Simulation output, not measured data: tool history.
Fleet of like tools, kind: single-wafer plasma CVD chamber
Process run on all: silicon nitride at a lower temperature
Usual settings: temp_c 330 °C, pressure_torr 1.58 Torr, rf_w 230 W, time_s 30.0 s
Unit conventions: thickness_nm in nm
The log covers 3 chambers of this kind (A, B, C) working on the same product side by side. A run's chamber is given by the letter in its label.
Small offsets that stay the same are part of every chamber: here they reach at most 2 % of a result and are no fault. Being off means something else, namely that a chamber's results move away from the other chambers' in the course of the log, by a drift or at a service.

run   hour  temp_c  pressure_torr  rf_w  time_s  hours since the last thermocouple change  hours since the last RF generator calibration  hours since the last manometer calibration  read-back reference wafer on the same gauge, thickness_nm  thickness_nm
 1B    5.1     330           1.58   230    30.0                                     753.3                                         1251.8                                       860.4                                                     31.110        29.617
 2A    9.0     330           1.58   230    30.0                                     341.3                                         1212.2                                      1033.7                                                     31.065        29.913
 3C   14.4     330           1.58   230    30.0                                     637.7                                          894.1                                       937.4                                                     31.096        29.385
 4A   17.5     330           1.58   230    30.0                                     349.8                                         1220.7                                      1042.2                                                     31.084        29.887
 5C   21.5     319           1.58   200    30.0                                     644.8                                          901.2                                       944.5                                                     31.088        26.637
 6B   27.3     319           1.58   200    30.0                                     775.5                                         1274.0                                       882.6                                                     31.097        26.594
 7A   30.9     319           1.58   200    30.0                                     363.2                                         1234.1                                      1055.6                                                     31.074        27.073
 8C   35.5     330           1.58   230    30.0                                     658.8                                          915.2                                       958.5                                                     31.090        29.400
 9B   39.2     330           1.58   230    30.0                                     787.4                                         1285.9                                       894.5                                                     31.089        29.499
10A   43.3     330           1.21   270    30.0                                     375.6                                         1246.5                                      1068.0                                                     31.095        30.954
11C   47.2     330           1.21   270    30.0                                     670.5                                          926.9                                       970.2                                                     31.102        30.447
12B   52.0     330           1.21   270    30.0                                     800.2                                         1298.7                                       907.3                                                     31.130        30.439
      54.6  -- chamber A: RF generator calibrated
13A   54.9     330           1.58   230    30.0                                     387.2                                            0.4                                      1079.6                                                     31.128        29.867
14C   60.0     330           1.58   230    30.0                                     683.3                                          939.7                                       983.0                                                     31.088        29.337
15B   65.4     330           1.58   230    30.0                                     813.6                                         1312.1                                       920.7                                                     31.107        29.574
16B   70.9     330           1.58   230    30.0                                     819.1                                         1317.6                                       926.2                                                     31.083        29.495
17A   74.5     316           1.58   230    30.0                                     406.8                                           20.0                                      1099.2                                                     31.099        29.915
18C   78.1     316           1.58   230    30.0                                     701.4                                          957.8                                      1001.1                                                     31.124        29.424
19B   83.1     316           1.58   230    30.0                                     831.3                                         1329.8                                       938.4                                                     31.093        29.583
20C   85.7     330           1.58   230    30.0                                     709.0                                          965.4                                      1008.7                                                     31.076        29.260
21A   89.8     330           1.58   230    30.0                                     422.1                                           35.3                                      1114.5                                                     31.086        30.024
22A   94.1     336           1.58   230    25.2                                     426.4                                           39.6                                      1118.8                                                     31.115        25.155
23B   97.2     336           1.58   230    25.2                                     845.4                                         1343.9                                       952.5                                                     31.081        24.576
24C  100.5     336           1.58   230    25.2                                     723.8                                          980.2                                      1023.5                                                     31.075        24.540
25B  104.2     330           1.58   230    27.0                                     852.4                                         1350.9                                       959.5                                                     31.106        26.565
26A  108.1     330           1.58   230    27.0                                     440.4                                           53.6                                      1132.8                                                     31.127        27.047
27C  113.5     330           1.58   230    27.0                                     736.8                                          993.2                                      1036.5                                                     31.113        26.313
28B  119.0     339           1.58   250    30.0                                     867.2                                         1365.7                                       974.3                                                     31.102        31.263
29A  124.4     339           1.58   250    30.0                                     456.7                                           69.9                                      1149.1                                                     31.104        31.759
30C  128.8     339           1.58   250    30.0                                     752.1                                         1008.5                                      1051.8                                                     31.109        30.967
31A  133.9     330           1.58   230    30.0                                     466.2                                           79.4                                      1158.6                                                     31.108        29.972
32B  139.2     330           1.58   230    30.0                                     887.4                                         1385.9                                       994.5                                                     31.123        29.430
33C  142.8     317           1.58   230    30.0                                     766.1                                         1022.5                                      1065.8                                                     31.107        29.302
34C  148.2     317           1.58   230    30.0                                     771.5                                         1027.9                                      1071.2                                                     31.132        29.268
35A  153.1     317           1.58   230    30.0                                     485.4                                           98.6                                      1177.8                                                     31.096        30.062

All 3 chambers run these settings next. Forecast each chamber's results:
36A  157.4     330           1.58   230    26.6                                                                                                                                                                                                             ?
36B  157.4     330           1.58   230    26.6                                                                                                                                                                                                             ?
36C  157.4     330           1.58   230    26.6                                                                                                                                                                                                             ?

run  thickness_nm
36A        26.552
36B        26.118
36C        26.014

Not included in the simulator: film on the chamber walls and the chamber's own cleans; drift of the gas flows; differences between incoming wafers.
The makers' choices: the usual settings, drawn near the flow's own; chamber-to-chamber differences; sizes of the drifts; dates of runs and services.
